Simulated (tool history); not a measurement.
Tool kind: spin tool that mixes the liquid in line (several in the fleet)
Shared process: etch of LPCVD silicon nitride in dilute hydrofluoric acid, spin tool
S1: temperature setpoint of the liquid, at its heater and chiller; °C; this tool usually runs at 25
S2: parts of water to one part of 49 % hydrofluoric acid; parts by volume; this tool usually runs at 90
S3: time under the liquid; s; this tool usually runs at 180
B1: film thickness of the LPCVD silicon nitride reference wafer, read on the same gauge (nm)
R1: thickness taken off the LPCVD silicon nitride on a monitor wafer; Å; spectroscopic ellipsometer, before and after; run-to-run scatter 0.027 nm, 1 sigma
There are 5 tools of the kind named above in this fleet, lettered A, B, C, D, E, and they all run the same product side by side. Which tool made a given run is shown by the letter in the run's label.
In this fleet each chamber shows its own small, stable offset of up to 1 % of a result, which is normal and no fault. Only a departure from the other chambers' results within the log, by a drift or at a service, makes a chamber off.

Run 1C, hour 12.4: usual settings; B1 130.03. Result: R1 11.402 Å.
Run 2A, hour 25.9: usual settings; B1 129.96. Result: R1 11.691 Å.
Run 3D, hour 33.7: usual settings; B1 130.01. Result: R1 11.668 Å.
Run 4B, hour 43: usual settings; B1 130.01. Result: R1 11.478 Å.
At hour 49.8: chamber E: hydrofluoric acid flow meter replaced.
Run 5E, hour 52.9: usual settings; B1 130.01. Result: R1 11.514 Å.
Run 6B, hour 60.6: usual settings; B1 130.01. Result: R1 11.152 Å.
Run 7A, hour 67.9: usual settings; B1 129.98. Result: R1 11.452 Å.
Run 8E, hour 79.4: usual settings; B1 130.01. Result: R1 11.559 Å.
Run 9D, hour 91: usual settings; B1 130.01. Result: R1 11.447 Å.
Run 10C, hour 101.7: usual settings; B1 130.02. Result: R1 11.57 Å.
At hour 108: chamber E: thermometer replaced.
Run 11A, hour 110.5: usual settings; B1 130. Result: R1 12.082 Å.
Run 12E, hour 117.5: usual settings; B1 129.98. Result: R1 11.627 Å.
At hour 125.8: chamber C: hydrofluoric acid flow meter replaced.
Run 13D, hour 126.3: usual settings; B1 130.02. Result: R1 11.826 Å.
Run 14B, hour 135.7: usual settings; B1 130.03. Result: R1 11.482 Å.
Run 15C, hour 148.2: usual settings; B1 129.99. Result: R1 11.951 Å.
Run 16A, hour 159.6: usual settings; B1 129.98. Result: R1 11.974 Å.
Run 17B, hour 172.2: usual settings; B1 129.98. Result: R1 11.147 Å.
Run 18C, hour 179.3: usual settings; B1 130.01. Result: R1 11.762 Å.
Run 19D, hour 185.6: usual settings; B1 130. Result: R1 11.506 Å.
Run 20E, hour 196.6: usual settings but S1 27.5 °C, S3 135 s; B1 130. Result: R1 10.061 Å.
Run 21E, hour 210.6: usual settings but S1 27.5 °C, S3 135 s; B1 130.01. Result: R1 10.329 Å.
Run 22B, hour 222.3: usual settings but S1 27.5 °C, S3 135 s; B1 130. Result: R1 10.354 Å.
Run 23D, hour 234.4: usual settings but S1 27.5 °C, S3 135 s; B1 130. Result: R1 10.238 Å.
Run 24C, hour 247.6: usual settings but S1 27.5 °C, S3 135 s; B1 129.98. Result: R1 10.513 Å.
Run 25A, hour 258.7: usual settings but S1 26.5 °C, S3 90 s; B1 130.01. Result: R1 6.3398 Å.
Run 26A, hour 265.7: usual settings but S1 26.5 °C, S3 90 s; B1 130.02. Result: R1 6.272 Å.
Run 27C, hour 275.9: usual settings but S1 26.5 °C, S3 90 s; B1 129.98. Result: R1 6.492 Å.
Run 28B, hour 284.2: usual settings but S1 26.5 °C, S3 90 s; B1 129.97. Result: R1 6.2962 Å.
Run 29E, hour 292.7: usual settings but S1 26.5 °C, S3 90 s; B1 130.01. Result: R1 6.1297 Å.
Run 30D, hour 304.3: usual settings; B1 130.01. Result: R1 11.499 Å.
Run 31B, hour 315.2: usual settings; B1 130. Result: R1 10.87 Å.
Run 32C, hour 327.8: usual settings; B1 129.98. Result: R1 11.738 Å.
Run 33D, hour 334.7: usual settings; B1 129.97. Result: R1 11.559 Å.
Run 34A, hour 348.1: usual settings; B1 130. Result: R1 11.491 Å.
Run 35E, hour 359.7: usual settings; B1 129.98. Result: R1 11.433 Å.
Run 36C, hour 366.5: usual settings; B1 130.01. Result: R1 11.348 Å.
At hour 369.3: chamber B: thermometer replaced.
Run 37A, hour 373.8: usual settings; B1 130.01. Result: R1 11.538 Å.
Run 38E, hour 381.9: usual settings; B1 129.97. Result: R1 11.531 Å.
Run 39D, hour 395.8: usual settings; B1 130.01. Result: R1 11.275 Å.
Run 40B, hour 408.9: usual settings; B1 130. Result: R1 11.446 Å.

Each of the 5 chambers runs these same settings next. Fill in every chamber's results:
Run 41A, hour 419.2: usual settings but S2 65 parts by volume. Result: R1 ?.
Run 41B, hour 419.2: usual settings but S2 65 parts by volume. Result: R1 ?.
Run 41C, hour 419.2: usual settings but S2 65 parts by volume. Result: R1 ?.
Run 41D, hour 419.2: usual settings but S2 65 parts by volume. Result: R1 ?.
Run 41E, hour 419.2: usual settings but S2 65 parts by volume. Result: R1 ?.

run      R1
41A  16.045
41B  15.342
41C  15.957
41D  15.502
41E   16.52
